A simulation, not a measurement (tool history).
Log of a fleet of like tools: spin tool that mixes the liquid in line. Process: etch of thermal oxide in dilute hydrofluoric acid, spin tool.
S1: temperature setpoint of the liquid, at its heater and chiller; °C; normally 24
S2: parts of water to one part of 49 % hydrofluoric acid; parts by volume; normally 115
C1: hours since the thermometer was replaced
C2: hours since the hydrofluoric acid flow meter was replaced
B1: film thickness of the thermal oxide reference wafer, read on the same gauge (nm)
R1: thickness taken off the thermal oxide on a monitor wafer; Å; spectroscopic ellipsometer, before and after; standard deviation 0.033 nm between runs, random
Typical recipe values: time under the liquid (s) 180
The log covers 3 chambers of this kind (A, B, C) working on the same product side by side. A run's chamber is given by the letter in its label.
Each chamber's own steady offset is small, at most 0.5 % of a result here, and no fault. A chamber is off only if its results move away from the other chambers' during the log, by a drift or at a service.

{"run": "1C", "hour": 9.6, "S1": 24, "S2": 115, "time under the liquid (s)": 180, "C1": 998.9, "C2": 794, "B1": 120, "R1": 72.284}
{"run": "2B", "hour": 18.4, "S1": 24, "S2": 115, "time under the liquid (s)": 180, "C1": 390.9, "C2": 521.2, "B1": 119.97, "R1": 73.808}
{"run": "3A", "hour": 28.2, "S1": 24, "S2": 115, "time under the liquid (s)": 180, "C1": 1041.4, "C2": 1324.9, "B1": 119.98, "R1": 72.974}
{"run": "4B", "hour": 37.4, "S1": 24, "S2": 115, "time under the liquid (s)": 180, "C1": 409.9, "C2": 540.2, "B1": 120, "R1": 74.291}
{"run": "5C", "hour": 45.0, "S1": 24, "S2": 115, "time under the liquid (s)": 180, "C1": 1034.3, "C2": 829.4, "B1": 120.01, "R1": 73.238}
{"run": "6A", "hour": 51.7, "S1": 24, "S2": 115, "time under the liquid (s)": 180, "C1": 1064.9, "C2": 1348.4, "B1": 120, "R1": 73.358}
{"run": "7A", "hour": 59.6, "S1": 24, "S2": 115, "time under the liquid (s)": 180, "C1": 1072.8, "C2": 1356.3, "B1": 120.01, "R1": 73.435}
{"hour": 60.4, "done": "chamber C: thermometer replaced"}
{"run": "8B", "hour": 71.7, "S1": 24, "S2": 115, "time under the liquid (s)": 180, "C1": 444.2, "C2": 574.5, "B1": 119.99, "R1": 73.308}
{"run": "9C", "hour": 82.4, "S1": 24, "S2": 115, "time under the liquid (s)": 180, "C1": 22.1, "C2": 866.8, "B1": 120.01, "R1": 72.297}
{"run": "10A", "hour": 96.0, "S1": 24, "S2": 115, "time under the liquid (s)": 180, "C1": 1109.2, "C2": 1392.7, "B1": 119.98, "R1": 72.846}
{"run": "11B", "hour": 105.5, "S1": 24, "S2": 115, "time under the liquid (s)": 180, "C1": 478, "C2": 608.3, "B1": 119.97, "R1": 73.114}
{"run": "12C", "hour": 119.2, "S1": 24, "S2": 115, "time under the liquid (s)": 180, "C1": 58.9, "C2": 903.6, "B1": 119.95, "R1": 73.004}
{"run": "13C", "hour": 127.4, "S1": 27, "S2": 135, "time under the liquid (s)": 180, "C1": 67.1, "C2": 911.8, "B1": 119.97, "R1": 67.424}
{"run": "14A", "hour": 138.9, "S1": 27, "S2": 135, "time under the liquid (s)": 180, "C1": 1152.1, "C2": 1435.6, "B1": 120, "R1": 68.339}
{"run": "15B", "hour": 153.8, "S1": 27, "S2": 135, "time under the liquid (s)": 180, "C1": 526.3, "C2": 656.6, "B1": 120.01, "R1": 66.325}
{"run": "16A", "hour": 162.7, "S1": 24, "S2": 115, "time under the liquid (s)": 180, "C1": 1175.9, "C2": 1459.4, "B1": 119.99, "R1": 72.96}
{"run": "17B", "hour": 169.7, "S1": 24, "S2": 115, "time under the liquid (s)": 180, "C1": 542.2, "C2": 672.5, "B1": 120, "R1": 71.701}
{"run": "18C", "hour": 181.0, "S1": 24, "S2": 115, "time under the liquid (s)": 180, "C1": 120.7, "C2": 965.4, "B1": 120.03, "R1": 72.914}
{"run": "19C", "hour": 190.0, "S1": 24, "S2": 115, "time under the liquid (s)": 180, "C1": 129.7, "C2": 974.4, "B1": 120.01, "R1": 72.023}
{"hour": 193.1, "done": "chamber B: thermometer replaced"}
{"run": "20B", "hour": 204.0, "S1": 24, "S2": 115, "time under the liquid (s)": 180, "C1": 10.9, "C2": 706.8, "B1": 119.98, "R1": 70.114}
{"run": "21A", "hour": 215.9, "S1": 24, "S2": 115, "time under the liquid (s)": 180, "C1": 1229.1, "C2": 1512.6, "B1": 120.02, "R1": 73.713}
{"run": "22A", "hour": 230.4, "S1": 24, "S2": 115, "time under the liquid (s)": 180, "C1": 1243.6, "C2": 1527.1, "B1": 119.99, "R1": 73.829}
{"run": "23C", "hour": 239.5, "S1": 24, "S2": 115, "time under the liquid (s)": 180, "C1": 179.2, "C2": 1023.9, "B1": 120.01, "R1": 73.022}

Next, all 3 chambers run the settings below, one line each with question marks for the results. What does each chamber give?
{"run": "24A", "hour": 250.2, "S1": 24, "S2": 115, "time under the liquid (s)": 180, "R1": "?"}
{"run": "24B", "hour": 250.2, "S1": 24, "S2": 115, "time under the liquid (s)": 180, "R1": "?"}
{"run": "24C", "hour": 250.2, "S1": 24, "S2": 115, "time under the liquid (s)": 180, "R1": "?"}

run=24A R1=72.921
run=24B R1=68.568
run=24C R1=73.203
